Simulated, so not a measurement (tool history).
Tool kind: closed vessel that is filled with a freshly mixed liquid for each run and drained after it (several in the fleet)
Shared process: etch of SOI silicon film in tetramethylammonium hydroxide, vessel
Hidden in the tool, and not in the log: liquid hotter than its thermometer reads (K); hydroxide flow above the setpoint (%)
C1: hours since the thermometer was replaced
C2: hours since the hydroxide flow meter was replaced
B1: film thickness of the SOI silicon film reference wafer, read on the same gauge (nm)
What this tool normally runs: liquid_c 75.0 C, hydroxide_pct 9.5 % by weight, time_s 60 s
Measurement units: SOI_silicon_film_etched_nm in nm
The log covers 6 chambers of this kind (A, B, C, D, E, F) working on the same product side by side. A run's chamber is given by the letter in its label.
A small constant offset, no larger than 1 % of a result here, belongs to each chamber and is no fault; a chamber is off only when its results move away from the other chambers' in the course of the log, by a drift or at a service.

run 1A hour=14.9 | liquid_c=75.0 hydroxide_pct=9.5 time_s=60 | C1=2036.9 C2=800.1 | B1=50.028 | SOI_silicon_film_etched_nm=582.28
run 2C hour=27.9 | liquid_c=75.0 hydroxide_pct=9.5 time_s=60 | C1=656.7 C2=1658.3 | B1=50.022 | SOI_silicon_film_etched_nm=580.85
run 3E hour=41.3 | liquid_c=75.0 hydroxide_pct=9.5 time_s=60 | C1=1095.2 C2=626.5 | B1=50.035 | SOI_silicon_film_etched_nm=588.32
run 4F hour=50.3 | liquid_c=75.0 hydroxide_pct=9.5 time_s=60 | C1=1904.4 C2=303.2 | B1=49.981 | SOI_silicon_film_etched_nm=573.88
run 5B hour=63.3 | liquid_c=68.5 hydroxide_pct=12.0 time_s=60 | C1=330.4 C2=623.5 | B1=49.992 | SOI_silicon_film_etched_nm=362.79
run 6D hour=76.3 | liquid_c=68.5 hydroxide_pct=12.0 time_s=60 | C1=836.9 C2=285.6 | B1=50.012 | SOI_silicon_film_etched_nm=365.76
run 7C hour=84.5 | liquid_c=68.5 hydroxide_pct=12.0 time_s=60 | C1=713.3 C2=1714.9 | B1=49.980 | SOI_silicon_film_etched_nm=364.07
run 8B hour=93.1 | liquid_c=68.5 hydroxide_pct=12.0 time_s=60 | C1=360.2 C2=653.3 | B1=49.945 | SOI_silicon_film_etched_nm=367.55
run 9D hour=107.7 | liquid_c=68.5 hydroxide_pct=12.0 time_s=60 | C1=868.3 C2=317.0 | B1=50.008 | SOI_silicon_film_etched_nm=363.17
run 10F hour=117.2 | liquid_c=68.5 hydroxide_pct=12.0 time_s=60 | C1=1971.3 C2=370.1 | B1=50.033 | SOI_silicon_film_etched_nm=364.73
run 11A hour=128.0 | liquid_c=75.0 hydroxide_pct=9.5 time_s=60 | C1=2150.0 C2=913.2 | B1=50.011 | SOI_silicon_film_etched_nm=592.90
run 12E hour=134.5 | liquid_c=75.0 hydroxide_pct=9.5 time_s=60 | C1=1188.4 C2=719.7 | B1=50.021 | SOI_silicon_film_etched_nm=584.43
-- hour=138.3 chamber C: hydroxide flow meter replaced
run 13B hour=144.8 | liquid_c=75.0 hydroxide_pct=9.5 time_s=60 | C1=411.9 C2=705.0 | B1=49.994 | SOI_silicon_film_etched_nm=582.24
-- hour=153.4 chamber B: hydroxide flow meter replaced
run 14C hour=153.7 | liquid_c=75.0 hydroxide_pct=9.5 time_s=60 | C1=782.5 C2=15.5 | B1=49.985 | SOI_silicon_film_etched_nm=591.63
run 15A hour=164.9 | liquid_c=75.0 hydroxide_pct=9.5 time_s=60 | C1=2186.9 C2=950.1 | B1=50.009 | SOI_silicon_film_etched_nm=589.28
run 16F hour=174.3 | liquid_c=75.0 hydroxide_pct=9.5 time_s=60 | C1=2028.4 C2=427.2 | B1=50.009 | SOI_silicon_film_etched_nm=577.18
run 17D hour=187.1 | liquid_c=82.0 hydroxide_pct=9.5 time_s=85 | C1=947.7 C2=396.4 | B1=49.983 | SOI_silicon_film_etched_nm=1224.50
run 18E hour=199.0 | liquid_c=82.0 hydroxide_pct=9.5 time_s=85 | C1=1252.9 C2=784.2 | B1=49.998 | SOI_silicon_film_etched_nm=1219.40
run 19D hour=209.6 | liquid_c=82.0 hydroxide_pct=9.5 time_s=85 | C1=970.2 C2=418.9 | B1=50.026 | SOI_silicon_film_etched_nm=1228.30
run 20E hour=224.4 | liquid_c=82.0 hydroxide_pct=9.5 time_s=85 | C1=1278.3 C2=809.6 | B1=49.956 | SOI_silicon_film_etched_nm=1208.50
run 21A hour=238.1 | liquid_c=82.0 hydroxide_pct=9.5 time_s=85 | C1=2260.1 C2=1023.3 | B1=50.003 | SOI_silicon_film_etched_nm=1250.80
run 22C hour=247.0 | liquid_c=82.0 hydroxide_pct=9.5 time_s=85 | C1=875.8 C2=108.8 | B1=50.007 | SOI_silicon_film_etched_nm=1233.30
run 23F hour=260.0 | liquid_c=75.0 hydroxide_pct=9.5 time_s=60 | C1=2114.1 C2=512.9 | B1=49.985 | SOI_silicon_film_etched_nm=572.73
run 24B hour=269.7 | liquid_c=75.0 hydroxide_pct=9.5 time_s=60 | C1=536.8 C2=116.3 | B1=50.030 | SOI_silicon_film_etched_nm=582.50
run 25F hour=283.6 | liquid_c=75.0 hydroxide_pct=9.5 time_s=60 | C1=2137.7 C2=536.5 | B1=50.030 | SOI_silicon_film_etched_nm=580.72
run 26D hour=291.0 | liquid_c=75.0 hydroxide_pct=9.5 time_s=60 | C1=1051.6 C2=500.3 | B1=50.006 | SOI_silicon_film_etched_nm=581.83
run 27C hour=305.4 | liquid_c=75.0 hydroxide_pct=9.5 time_s=60 | C1=934.2 C2=167.2 | B1=49.995 | SOI_silicon_film_etched_nm=599.02
run 28E hour=312.7 | liquid_c=79.0 hydroxide_pct=9.5 time_s=85 | C1=1366.6 C2=897.9 | B1=49.968 | SOI_silicon_film_etched_nm=1033.10
-- hour=315.1 chamber F: thermometer replaced
run 29B hour=322.2 | liquid_c=79.0 hydroxide_pct=9.5 time_s=85 | C1=589.3 C2=168.8 | B1=50.005 | SOI_silicon_film_etched_nm=1028.70
run 30A hour=334.7 | liquid_c=79.0 hydroxide_pct=9.5 time_s=85 | C1=2356.7 C2=1119.9 | B1=50.002 | SOI_silicon_film_etched_nm=1037.40
run 31D hour=342.1 | liquid_c=79.0 hydroxide_pct=9.5 time_s=85 | C1=1102.7 C2=551.4 | B1=50.007 | SOI_silicon_film_etched_nm=1030.10
run 32B hour=353.7 | liquid_c=79.0 hydroxide_pct=9.5 time_s=85 | C1=620.8 C2=200.3 | B1=50.035 | SOI_silicon_film_etched_nm=1034.10
-- hour=367.0 chamber E: thermometer replaced
run 33A hour=368.4 | liquid_c=79.0 hydroxide_pct=9.5 time_s=85 | C1=2390.4 C2=1153.6 | B1=50.006 | SOI_silicon_film_etched_nm=1050.80
run 34E hour=380.7 | liquid_c=75.0 hydroxide_pct=9.5 time_s=60 | C1=13.7 C2=965.9 | B1=50.036 | SOI_silicon_film_etched_nm=575.10
run 35C hour=390.7 | liquid_c=75.0 hydroxide_pct=9.5 time_s=60 | C1=1019.5 C2=252.5 | B1=50.008 | SOI_silicon_film_etched_nm=602.57
run 36F hour=399.2 | liquid_c=75.0 hydroxide_pct=9.5 time_s=60 | C1=84.1 C2=652.1 | B1=50.009 | SOI_silicon_film_etched_nm=574.42
run 37E hour=412.6 | liquid_c=75.0 hydroxide_pct=9.5 time_s=60 | C1=45.6 C2=997.8 | B1=50.016 | SOI_silicon_film_etched_nm=581.64
run 38B hour=426.4 | liquid_c=75.0 hydroxide_pct=9.5 time_s=60 | C1=693.5 C2=273.0 | B1=49.996 | SOI_silicon_film_etched_nm=583.82
run 39D hour=440.7 | liquid_c=75.0 hydroxide_pct=9.5 time_s=60 | C1=1201.3 C2=650.0 | B1=50.016 | SOI_silicon_film_etched_nm=580.13
run 40C hour=454.8 | liquid_c=75.0 hydroxide_pct=12.5 time_s=60 | C1=1083.6 C2=316.6 | B1=50.004 | SOI_silicon_film_etched_nm=543.82
run 41A hour=467.7 | liquid_c=75.0 hydroxide_pct=12.5 time_s=60 | C1=2489.7 C2=1252.9 | B1=49.961 | SOI_silicon_film_etched_nm=526.33
run 42F hour=476.2 | liquid_c=75.0 hydroxide_pct=12.5 time_s=60 | C1=161.1 C2=729.1 | B1=50.053 | SOI_silicon_film_etched_nm=520.99
run 43F hour=487.6 | liquid_c=75.0 hydroxide_pct=12.5 time_s=60 | C1=172.5 C2=740.5 | B1=50.011 | SOI_silicon_film_etched_nm=525.76
run 44B hour=502.4 | liquid_c=75.0 hydroxide_pct=12.5 time_s=60 | C1=769.5 C2=349.0 | B1=49.953 | SOI_silicon_film_etched_nm=526.79

The same settings go to every chamber for the next run, one line per chamber below. Forecast the results for each:
run 45A hour=513.1 | liquid_c=67.5 hydroxide_pct=9.5 time_s=60 | SOI_silicon_film_etched_nm=?
run 45B hour=513.1 | liquid_c=67.5 hydroxide_pct=9.5 time_s=60 | SOI_silicon_film_etched_nm=?
run 45C hour=513.1 | liquid_c=67.5 hydroxide_pct=9.5 time_s=60 | SOI_silicon_film_etched_nm=?
run 45D hour=513.1 | liquid_c=67.5 hydroxide_pct=9.5 time_s=60 | SOI_silicon_film_etched_nm=?
run 45E hour=513.1 | liquid_c=67.5 hydroxide_pct=9.5 time_s=60 | SOI_silicon_film_etched_nm=?
run 45F hour=513.1 | liquid_c=67.5 hydroxide_pct=9.5 time_s=60 | SOI_silicon_film_etched_nm=?

run=45A SOI_silicon_film_etched_nm=377.42
run=45B SOI_silicon_film_etched_nm=378.46
run=45C SOI_silicon_film_etched_nm=398.81
run=45D SOI_silicon_film_etched_nm=376.50
run=45E SOI_silicon_film_etched_nm=376.04
run=45F SOI_silicon_film_etched_nm=371.31
